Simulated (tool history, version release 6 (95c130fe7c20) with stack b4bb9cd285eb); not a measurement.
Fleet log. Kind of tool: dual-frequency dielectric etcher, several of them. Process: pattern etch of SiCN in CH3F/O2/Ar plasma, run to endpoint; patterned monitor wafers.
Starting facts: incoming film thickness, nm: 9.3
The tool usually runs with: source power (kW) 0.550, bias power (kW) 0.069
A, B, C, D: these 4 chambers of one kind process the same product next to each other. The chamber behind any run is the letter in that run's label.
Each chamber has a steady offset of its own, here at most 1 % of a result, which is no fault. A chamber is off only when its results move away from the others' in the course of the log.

run 1A hour=8.8 | source_power_(kW)=0.550 bias_power_(kW)=0.069 | endpoint_time_(s)=22.307
run 2D hour=17.1 | source_power_(kW)=0.550 bias_power_(kW)=0.069 | endpoint_time_(s)=22.214
run 3C hour=28.5 | source_power_(kW)=0.550 bias_power_(kW)=0.069 | endpoint_time_(s)=22.205
run 4B hour=39.1 | source_power_(kW)=0.550 bias_power_(kW)=0.069 | endpoint_time_(s)=22.152
run 5A hour=45.4 | source_power_(kW)=0.550 bias_power_(kW)=0.069 | endpoint_time_(s)=22.661
run 6C hour=56.1 | source_power_(kW)=0.550 bias_power_(kW)=0.069 | endpoint_time_(s)=22.333
run 7D hour=66.5 | source_power_(kW)=0.550 bias_power_(kW)=0.069 | endpoint_time_(s)=22.302
run 8B hour=77.6 | source_power_(kW)=0.550 bias_power_(kW)=0.069 | endpoint_time_(s)=22.202
run 9D hour=85.8 | source_power_(kW)=0.550 bias_power_(kW)=0.069 | endpoint_time_(s)=22.222
run 10A hour=95.8 | source_power_(kW)=0.550 bias_power_(kW)=0.069 | endpoint_time_(s)=22.462
run 11C hour=101.5 | source_power_(kW)=0.550 bias_power_(kW)=0.069 | endpoint_time_(s)=22.384
run 12B hour=108.1 | source_power_(kW)=0.550 bias_power_(kW)=0.069 | endpoint_time_(s)=22.368
run 13C hour=119.4 | source_power_(kW)=0.550 bias_power_(kW)=0.069 | endpoint_time_(s)=22.553
-- hour=124.4 chamber C: wet clean of the chamber
run 14D hour=129.8 | source_power_(kW)=0.550 bias_power_(kW)=0.069 | endpoint_time_(s)=22.018
-- hour=137.6 chamber A: wet clean of the chamber
run 15B hour=139.1 | source_power_(kW)=0.550 bias_power_(kW)=0.069 | endpoint_time_(s)=22.265
run 16A hour=145.3 | source_power_(kW)=0.640 bias_power_(kW)=0.063 | endpoint_time_(s)=22.610
run 17C hour=155.0 | source_power_(kW)=0.640 bias_power_(kW)=0.063 | endpoint_time_(s)=21.718
run 18B hour=160.6 | source_power_(kW)=0.640 bias_power_(kW)=0.063 | endpoint_time_(s)=21.819
run 19D hour=168.3 | source_power_(kW)=0.640 bias_power_(kW)=0.063 | endpoint_time_(s)=21.532
run 20A hour=179.0 | source_power_(kW)=0.550 bias_power_(kW)=0.069 | endpoint_time_(s)=23.211
run 21A hour=187.2 | source_power_(kW)=0.680 bias_power_(kW)=0.059 | endpoint_time_(s)=22.471
-- hour=187.8 chamber D: wet clean of the chamber
run 22C hour=197.8 | source_power_(kW)=0.680 bias_power_(kW)=0.059 | endpoint_time_(s)=21.670
run 23D hour=207.0 | source_power_(kW)=0.680 bias_power_(kW)=0.059 | endpoint_time_(s)=21.303
run 24B hour=219.1 | source_power_(kW)=0.680 bias_power_(kW)=0.059 | endpoint_time_(s)=21.688
run 25C hour=231.2 | source_power_(kW)=0.550 bias_power_(kW)=0.069 | endpoint_time_(s)=22.476
run 26B hour=240.3 | source_power_(kW)=0.550 bias_power_(kW)=0.069 | endpoint_time_(s)=22.418
run 27D hour=246.0 | source_power_(kW)=0.550 bias_power_(kW)=0.069 | endpoint_time_(s)=22.120
run 28A hour=257.4 | source_power_(kW)=0.550 bias_power_(kW)=0.069 | endpoint_time_(s)=23.372
run 29A hour=268.1 | source_power_(kW)=0.550 bias_power_(kW)=0.069 | endpoint_time_(s)=22.940
run 30C hour=279.5 | source_power_(kW)=0.550 bias_power_(kW)=0.069 | endpoint_time_(s)=22.417
run 31B hour=289.8 | source_power_(kW)=0.550 bias_power_(kW)=0.069 | endpoint_time_(s)=22.160
run 32D hour=296.6 | source_power_(kW)=0.550 bias_power_(kW)=0.069 | endpoint_time_(s)=22.179
run 33D hour=307.1 | source_power_(kW)=0.550 bias_power_(kW)=0.069 | endpoint_time_(s)=22.256

Is one chamber out of step, is the gauge drifting, or do the chambers differ by no more than their own small offsets? For an off chamber, give its letter and the likeliest cause.

A service left chamber A off against the others.
What lies behind it: etch rate under this chamber's usual, % = 2.82.

Below are 4 candidate recipes for chamber A's next run, each the usual settings with a change, their results shown as question marks. Which of them brings A's results back in line with what the other chambers give on the usual settings?
Allowed miss from the other chambers' usual-settings mean, per result, to count as in line: endpoint time (s) 0.400
run 34A-1 hour=316.0 | source_power_(kW)=0.580 bias_power_(kW)=0.072 | endpoint_time_(s)=?
run 34A-2 hour=316.0 | source_power_(kW)=0.540 bias_power_(kW)=0.069 | endpoint_time_(s)=?
run 34A-3 hour=316.0 | source_power_(kW)=0.490 bias_power_(kW)=0.069 | endpoint_time_(s)=?
run 34A-4 hour=316.0 | source_power_(kW)=0.560 bias_power_(kW)=0.069 | endpoint_time_(s)=?

Usual-settings mean across the other chambers: endpoint time (s) 22.244
run=34A-1 endpoint_time_(s)=22.426
run=34A-2 endpoint_time_(s)=23.395
run=34A-3 endpoint_time_(s)=24.286
run=34A-4 endpoint_time_(s)=23.069
With 34A-1, the chamber falls back in line with the rest.

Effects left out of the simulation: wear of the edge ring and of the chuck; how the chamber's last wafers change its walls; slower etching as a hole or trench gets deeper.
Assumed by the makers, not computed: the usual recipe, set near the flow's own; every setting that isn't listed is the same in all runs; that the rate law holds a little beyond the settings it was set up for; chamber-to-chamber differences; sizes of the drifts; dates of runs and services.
